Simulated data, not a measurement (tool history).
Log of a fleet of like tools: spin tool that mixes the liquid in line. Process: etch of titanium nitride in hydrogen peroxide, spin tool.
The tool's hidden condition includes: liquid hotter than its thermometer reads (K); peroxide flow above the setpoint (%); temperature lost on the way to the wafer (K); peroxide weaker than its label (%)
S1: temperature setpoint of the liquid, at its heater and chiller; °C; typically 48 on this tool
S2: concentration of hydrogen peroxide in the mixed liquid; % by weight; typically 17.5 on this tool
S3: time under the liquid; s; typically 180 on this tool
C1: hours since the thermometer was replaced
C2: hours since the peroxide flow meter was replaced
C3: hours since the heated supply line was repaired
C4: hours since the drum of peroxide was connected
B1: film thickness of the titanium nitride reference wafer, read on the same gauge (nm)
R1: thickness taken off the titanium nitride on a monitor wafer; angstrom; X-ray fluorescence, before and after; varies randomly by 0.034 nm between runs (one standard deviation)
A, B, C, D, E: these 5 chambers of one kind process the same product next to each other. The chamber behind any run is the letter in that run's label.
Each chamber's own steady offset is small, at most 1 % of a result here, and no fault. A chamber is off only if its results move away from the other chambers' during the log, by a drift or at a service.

{"run": "1C", "hour": 7.7, "S1": 48, "S2": 17.5, "S3": 180, "C1": 1042.8, "C2": 2457.1, "C3": 771.1, "C4": 339.4, "B1": 50.0, "R1": 42.162}
{"run": "2D", "hour": 14.3, "S1": 48, "S2": 17.5, "S3": 180, "C1": 165.4, "C2": 135.4, "C3": 365.1, "C4": 1173.8, "B1": 50.019, "R1": 42.482}
{"run": "3E", "hour": 24.0, "S1": 48, "S2": 17.5, "S3": 180, "C1": 2040.6, "C2": 412.0, "C3": 2145.1, "C4": 587.8, "B1": 50.004, "R1": 42.592}
{"hour": 35.3, "done": "chamber D: new drum of peroxide connected"}
{"run": "4A", "hour": 36.4, "S1": 48, "S2": 17.5, "S3": 180, "C1": 2252.6, "C2": 66.1, "C3": 587.0, "C4": 954.9, "B1": 50.004, "R1": 42.496}
{"run": "5B", "hour": 46.8, "S1": 48, "S2": 22.0, "S3": 95, "C1": 261.4, "C2": 559.7, "C3": 1438.5, "C4": 802.1, "B1": 50.017, "R1": 23.72}
{"run": "6A", "hour": 59.4, "S1": 48, "S2": 22.0, "S3": 95, "C1": 2275.6, "C2": 89.1, "C3": 610.0, "C4": 977.9, "B1": 49.99, "R1": 23.078}
{"hour": 60.7, "done": "chamber A: new drum of peroxide connected"}
{"hour": 64.9, "done": "chamber E: new drum of peroxide connected"}
{"run": "7D", "hour": 66.2, "S1": 48, "S2": 22.0, "S3": 95, "C1": 217.3, "C2": 187.3, "C3": 417.0, "C4": 30.9, "B1": 50.001, "R1": 23.265}
{"run": "8C", "hour": 78.7, "S1": 48, "S2": 22.0, "S3": 95, "C1": 1113.8, "C2": 2528.1, "C3": 842.1, "C4": 410.4, "B1": 49.99, "R1": 23.432}
{"hour": 82.8, "done": "chamber C: peroxide flow meter replaced"}
{"run": "9E", "hour": 89.4, "S1": 48, "S2": 22.0, "S3": 95, "C1": 2106.0, "C2": 477.4, "C3": 2210.5, "C4": 24.6, "B1": 49.983, "R1": 23.593}
{"run": "10B", "hour": 102.0, "S1": 48, "S2": 17.5, "S3": 180, "C1": 316.6, "C2": 614.9, "C3": 1493.7, "C4": 857.3, "B1": 50.0, "R1": 42.5}
{"run": "11D", "hour": 109.3, "S1": 48, "S2": 17.5, "S3": 180, "C1": 260.4, "C2": 230.4, "C3": 460.1, "C4": 74.0, "B1": 49.969, "R1": 41.91}
{"run": "12C", "hour": 116.7, "S1": 48, "S2": 17.5, "S3": 180, "C1": 1151.8, "C2": 33.9, "C3": 880.1, "C4": 448.4, "B1": 49.984, "R1": 41.819}
{"run": "13E", "hour": 122.8, "S1": 48, "S2": 17.5, "S3": 180, "C1": 2139.4, "C2": 510.8, "C3": 2243.9, "C4": 58.0, "B1": 49.976, "R1": 42.609}
{"hour": 125.2, "done": "chamber C: thermometer replaced"}
{"run": "14A", "hour": 133.5, "S1": 48, "S2": 17.5, "S3": 180, "C1": 2349.7, "C2": 163.2, "C3": 684.1, "C4": 72.9, "B1": 50.002, "R1": 42.423}
{"run": "15B", "hour": 145.6, "S1": 48, "S2": 17.5, "S3": 180, "C1": 360.2, "C2": 658.5, "C3": 1537.3, "C4": 900.9, "B1": 50.001, "R1": 42.041}
{"run": "16D", "hour": 152.9, "S1": 48, "S2": 17.5, "S3": 180, "C1": 304.0, "C2": 274.0, "C3": 503.7, "C4": 117.6, "B1": 50.002, "R1": 42.339}
{"run": "17A", "hour": 161.6, "S1": 48, "S2": 17.5, "S3": 180, "C1": 2377.8, "C2": 191.3, "C3": 712.2, "C4": 101.0, "B1": 50.005, "R1": 41.513}
{"run": "18C", "hour": 169.1, "S1": 48, "S2": 17.5, "S3": 180, "C1": 44.0, "C2": 86.3, "C3": 932.5, "C4": 500.8, "B1": 50.025, "R1": 40.659}
{"run": "19B", "hour": 176.3, "S1": 48, "S2": 17.5, "S3": 180, "C1": 390.9, "C2": 689.2, "C3": 1568.0, "C4": 931.6, "B1": 50.003, "R1": 41.937}
{"run": "20E", "hour": 181.8, "S1": 48, "S2": 17.5, "S3": 180, "C1": 2198.4, "C2": 569.8, "C3": 2302.9, "C4": 117.0, "B1": 49.989, "R1": 42.075}
{"run": "21A", "hour": 192.1, "S1": 48, "S2": 15.5, "S3": 180, "C1": 2408.3, "C2": 221.8, "C3": 742.7, "C4": 131.5, "B1": 50.016, "R1": 41.277}
{"run": "22B", "hour": 203.9, "S1": 48, "S2": 15.5, "S3": 180, "C1": 418.5, "C2": 716.8, "C3": 1595.6, "C4": 959.2, "B1": 49.982, "R1": 41.051}
{"run": "23D", "hour": 210.4, "S1": 48, "S2": 15.5, "S3": 180, "C1": 361.5, "C2": 331.5, "C3": 561.2, "C4": 175.1, "B1": 50.018, "R1": 40.64}
{"run": "24E", "hour": 222.2, "S1": 48, "S2": 15.5, "S3": 180, "C1": 2238.8, "C2": 610.2, "C3": 2343.3, "C4": 157.4, "B1": 49.991, "R1": 41.545}
{"run": "25C", "hour": 229.6, "S1": 48, "S2": 15.5, "S3": 180, "C1": 104.5, "C2": 146.8, "C3": 993.0, "C4": 561.3, "B1": 50.023, "R1": 38.134}
{"run": "26E", "hour": 239.9, "S1": 48, "S2": 17.5, "S3": 180, "C1": 2256.5, "C2": 627.9, "C3": 2361.0, "C4": 175.1, "B1": 49.979, "R1": 41.867}
{"run": "27D", "hour": 247.9, "S1": 48, "S2": 20.0, "S3": 100, "C1": 399.0, "C2": 369.0, "C3": 598.7, "C4": 212.6, "B1": 50.004, "R1": 24.076}
{"run": "28B", "hour": 253.6, "S1": 48, "S2": 20.0, "S3": 100, "C1": 468.2, "C2": 766.5, "C3": 1645.3, "C4": 1008.9, "B1": 50.002, "R1": 24.028}
{"hour": 259.3, "done": "chamber E: thermometer replaced"}
{"run": "29A", "hour": 264.7, "S1": 48, "S2": 20.0, "S3": 100, "C1": 2480.9, "C2": 294.4, "C3": 815.3, "C4": 204.1, "B1": 50.017, "R1": 23.864}
{"run": "30C", "hour": 274.5, "S1": 48, "S2": 20.0, "S3": 100, "C1": 149.4, "C2": 191.7, "C3": 1037.9, "C4": 606.2, "B1": 49.978, "R1": 21.443}
{"run": "31E", "hour": 280.0, "S1": 48, "S2": 20.0, "S3": 100, "C1": 20.7, "C2": 668.0, "C3": 2401.1, "C4": 215.2, "B1": 49.985, "R1": 24.162}

Next, every chamber runs the same settings. What will each give?
{"run": "32A", "hour": 289.1, "S1": 48, "S2": 17.5, "S3": 180, "R1": "?"}
{"run": "32B", "hour": 289.1, "S1": 48, "S2": 17.5, "S3": 180, "R1": "?"}
{"run": "32C", "hour": 289.1, "S1": 48, "S2": 17.5, "S3": 180, "R1": "?"}
{"run": "32D", "hour": 289.1, "S1": 48, "S2": 17.5, "S3": 180, "R1": "?"}
{"run": "32E", "hour": 289.1, "S1": 48, "S2": 17.5, "S3": 180, "R1": "?"}

run=32A R1=42.090
run=32B R1=41.916
run=32C R1=36.873
run=32D R1=42.098
run=32E R1=42.454
